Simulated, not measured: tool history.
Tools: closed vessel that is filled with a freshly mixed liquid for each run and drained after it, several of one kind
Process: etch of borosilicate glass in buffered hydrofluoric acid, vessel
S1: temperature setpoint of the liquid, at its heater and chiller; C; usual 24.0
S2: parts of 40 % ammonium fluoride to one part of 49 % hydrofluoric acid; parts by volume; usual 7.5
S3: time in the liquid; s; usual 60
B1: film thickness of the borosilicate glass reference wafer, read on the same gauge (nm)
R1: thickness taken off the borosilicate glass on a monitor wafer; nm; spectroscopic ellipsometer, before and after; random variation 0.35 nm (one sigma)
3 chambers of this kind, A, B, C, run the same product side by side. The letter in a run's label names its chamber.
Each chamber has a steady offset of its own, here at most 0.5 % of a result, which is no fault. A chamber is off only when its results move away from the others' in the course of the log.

| run | hour | S1 | S2 | S3 | B1 | R1 |
|---|---|---|---|---|---|---|
| 1C | 7.5 | 24.0 | 7.5 | 60 | 100.030 | 97.743 |
| 2A | 18.5 | 24.0 | 7.5 | 60 | 100.010 | 97.339 |
| 3B | 24.6 | 24.0 | 7.5 | 60 | 99.986 | 97.275 |
| 4A | 32.0 | 24.0 | 7.5 | 60 | 99.971 | 96.694 |
| 5C | 40.2 | 24.0 | 7.5 | 60 | 99.984 | 97.992 |
| 6B | 49.2 | 24.0 | 7.5 | 60 | 99.990 | 97.392 |
| 7C | 57.0 | 24.0 | 7.5 | 60 | 100.010 | 97.130 |
| 8B | 62.7 | 24.0 | 7.5 | 60 | 100.040 | 98.395 |
| 9A | 68.3 | 24.0 | 7.5 | 60 | 100.010 | 97.203 |
| 10B | 75.1 | 24.0 | 7.5 | 60 | 100.030 | 97.145 |
| 11A | 86.4 | 24.0 | 9.0 | 60 | 99.998 | 79.461 |
| 12C | 95.7 | 24.0 | 9.0 | 60 | 99.983 | 80.336 |
| 13A | 106.8 | 24.0 | 9.0 | 60 | 99.965 | 79.568 |
| 14C | 115.6 | 24.0 | 7.5 | 60 | 100.010 | 97.997 |
| 15B | 126.3 | 24.0 | 7.5 | 60 | 99.975 | 97.672 |
| 16A | 131.4 | 24.0 | 7.5 | 60 | 100.000 | 97.112 |
|  | 137.8 | chamber B: hydrofluoric acid flow meter replaced |
| 17C | 142.2 | 24.0 | 7.5 | 60 | 99.995 | 97.336 |
| 18B | 149.0 | 24.0 | 7.5 | 60 | 100.000 | 96.921 |
| 19A | 159.1 | 24.0 | 7.5 | 60 | 99.963 | 98.036 |
| 20C | 170.0 | 24.0 | 7.5 | 60 | 100.010 | 97.914 |
| 21B | 180.3 | 24.0 | 7.5 | 60 | 100.020 | 97.646 |
| 22C | 188.8 | 24.0 | 7.5 | 60 | 99.994 | 97.055 |
| 23A | 197.1 | 24.0 | 7.5 | 60 | 99.942 | 97.425 |
| 24B | 208.5 | 24.0 | 5.5 | 95 | 99.992 | 207.720 |
| 25B | 217.7 | 24.0 | 5.5 | 95 | 100.020 | 207.710 |
| 26A | 224.3 | 24.0 | 5.5 | 95 | 99.999 | 205.650 |
| 27C | 234.8 | 26.5 | 8.5 | 60 | 100.010 | 96.438 |
| 28A | 244.5 | 26.5 | 8.5 | 60 | 99.984 | 97.248 |
| 29B | 253.7 | 26.5 | 8.5 | 60 | 100.020 | 97.131 |
| 30C | 258.8 | 24.0 | 7.5 | 60 | 99.981 | 97.467 |
| 31B | 267.7 | 24.0 | 7.5 | 60 | 100.000 | 97.294 |
| 32A | 277.4 | 24.0 | 10.0 | 60 | 100.000 | 74.986 |
| 33C | 288.9 | 24.0 | 10.0 | 60 | 100.030 | 74.413 |
| 34B | 297.2 | 24.0 | 10.0 | 60 | 99.977 | 73.991 |
| 35C | 303.3 | 24.0 | 7.5 | 60 | 100.000 | 97.177 |
| 36A | 309.4 | 24.0 | 7.5 | 60 | 99.955 | 96.237 |
| 37B | 319.6 | 24.0 | 7.5 | 60 | 99.980 | 97.271 |
| 38C | 325.0 | 20.0 | 5.5 | 60 | 100.010 | 105.690 |
| 39A | 331.9 | 20.0 | 5.5 | 60 | 99.959 | 106.040 |
| 40B | 341.0 | 20.0 | 5.5 | 60 | 99.998 | 104.990 |

Next, every chamber runs the same settings. What will each give?
| 41A | 349.3 | 24.0 | 10.5 | 60 |  | ? |
| 41B | 349.3 | 24.0 | 10.5 | 60 |  | ? |
| 41C | 349.3 | 24.0 | 10.5 | 60 |  | ? |

| run | R1 |
|---|---|
| 41A | 71.264 |
| 41B | 70.874 |
| 41C | 71.070 |
